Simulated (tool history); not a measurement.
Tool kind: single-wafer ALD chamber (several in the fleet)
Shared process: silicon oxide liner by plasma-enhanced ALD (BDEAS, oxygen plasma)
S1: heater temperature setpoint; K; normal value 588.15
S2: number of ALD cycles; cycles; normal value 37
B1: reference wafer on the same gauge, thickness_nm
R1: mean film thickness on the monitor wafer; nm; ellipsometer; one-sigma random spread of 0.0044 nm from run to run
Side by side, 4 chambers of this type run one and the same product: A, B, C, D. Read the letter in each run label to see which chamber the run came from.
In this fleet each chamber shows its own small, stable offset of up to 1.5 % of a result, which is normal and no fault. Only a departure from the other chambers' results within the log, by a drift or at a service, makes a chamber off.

{"run": "1B", "hour": 10.0, "S1": 588.15, "S2": 37, "B1": 3.5601, "R1": 3.3585}
{"run": "2D", "hour": 19.8, "S1": 588.15, "S2": 37, "B1": 3.5612, "R1": 3.3715}
{"run": "3A", "hour": 27.7, "S1": 588.15, "S2": 37, "B1": 3.562, "R1": 3.4136}
{"run": "4C", "hour": 38.4, "S1": 588.15, "S2": 37, "B1": 3.5639, "R1": 3.3894}
{"run": "5B", "hour": 49.2, "S1": 588.15, "S2": 37, "B1": 3.5631, "R1": 3.3557}
{"run": "6D", "hour": 56.0, "S1": 588.15, "S2": 37, "B1": 3.5652, "R1": 3.3774}
{"run": "7C", "hour": 64.9, "S1": 588.15, "S2": 37, "B1": 3.5666, "R1": 3.3865}
{"run": "8A", "hour": 71.0, "S1": 588.15, "S2": 37, "B1": 3.5663, "R1": 3.418}
{"run": "9B", "hour": 76.9, "S1": 588.15, "S2": 37, "B1": 3.5659, "R1": 3.3616}
{"run": "10C", "hour": 82.4, "S1": 588.15, "S2": 37, "B1": 3.5671, "R1": 3.388}
{"run": "11D", "hour": 88.2, "S1": 588.15, "S2": 37, "B1": 3.5679, "R1": 3.3864}
{"run": "12A", "hour": 95.7, "S1": 600.15, "S2": 37, "B1": 3.5677, "R1": 3.3581}
{"run": "13A", "hour": 106.6, "S1": 600.15, "S2": 37, "B1": 3.5703, "R1": 3.368}
{"run": "14B", "hour": 111.9, "S1": 600.15, "S2": 37, "B1": 3.5696, "R1": 3.3002}
{"run": "15C", "hour": 117.8, "S1": 600.15, "S2": 37, "B1": 3.5702, "R1": 3.3332}
{"run": "16D", "hour": 126.5, "S1": 588.15, "S2": 37, "B1": 3.5715, "R1": 3.3864}
{"run": "17B", "hour": 132.9, "S1": 595.15, "S2": 37, "B1": 3.5716, "R1": 3.3263}
{"run": "18A", "hour": 142.0, "S1": 595.15, "S2": 37, "B1": 3.5731, "R1": 3.3895}
{"run": "19C", "hour": 148.7, "S1": 595.15, "S2": 37, "B1": 3.5732, "R1": 3.3565}
{"run": "20D", "hour": 158.4, "S1": 595.15, "S2": 37, "B1": 3.5758, "R1": 3.3543}
{"run": "21D", "hour": 167.0, "S1": 588.15, "S2": 37, "B1": 3.5739, "R1": 3.397}
{"run": "22A", "hour": 172.9, "S1": 588.15, "S2": 37, "B1": 3.5763, "R1": 3.4189}
{"run": "23C", "hour": 178.0, "S1": 588.15, "S2": 37, "B1": 3.5755, "R1": 3.3945}
{"run": "24B", "hour": 187.2, "S1": 588.15, "S2": 37, "B1": 3.5773, "R1": 3.3712}
{"run": "25D", "hour": 193.6, "S1": 588.15, "S2": 37, "B1": 3.5778, "R1": 3.3874}
{"run": "26B", "hour": 199.1, "S1": 588.15, "S2": 37, "B1": 3.579, "R1": 3.3706}
{"run": "27C", "hour": 205.2, "S1": 588.15, "S2": 37, "B1": 3.5782, "R1": 3.4051}

What goes on in this fleet: one chamber off, a drifting gauge, or nothing beyond the chambers' own small offsets? Name the chamber and the cause, if any.

Every chamber seems to shift together because the gauge that measures them all drifts; the chambers themselves are fine.
Cause: gauge reads high (%) = 0.537.
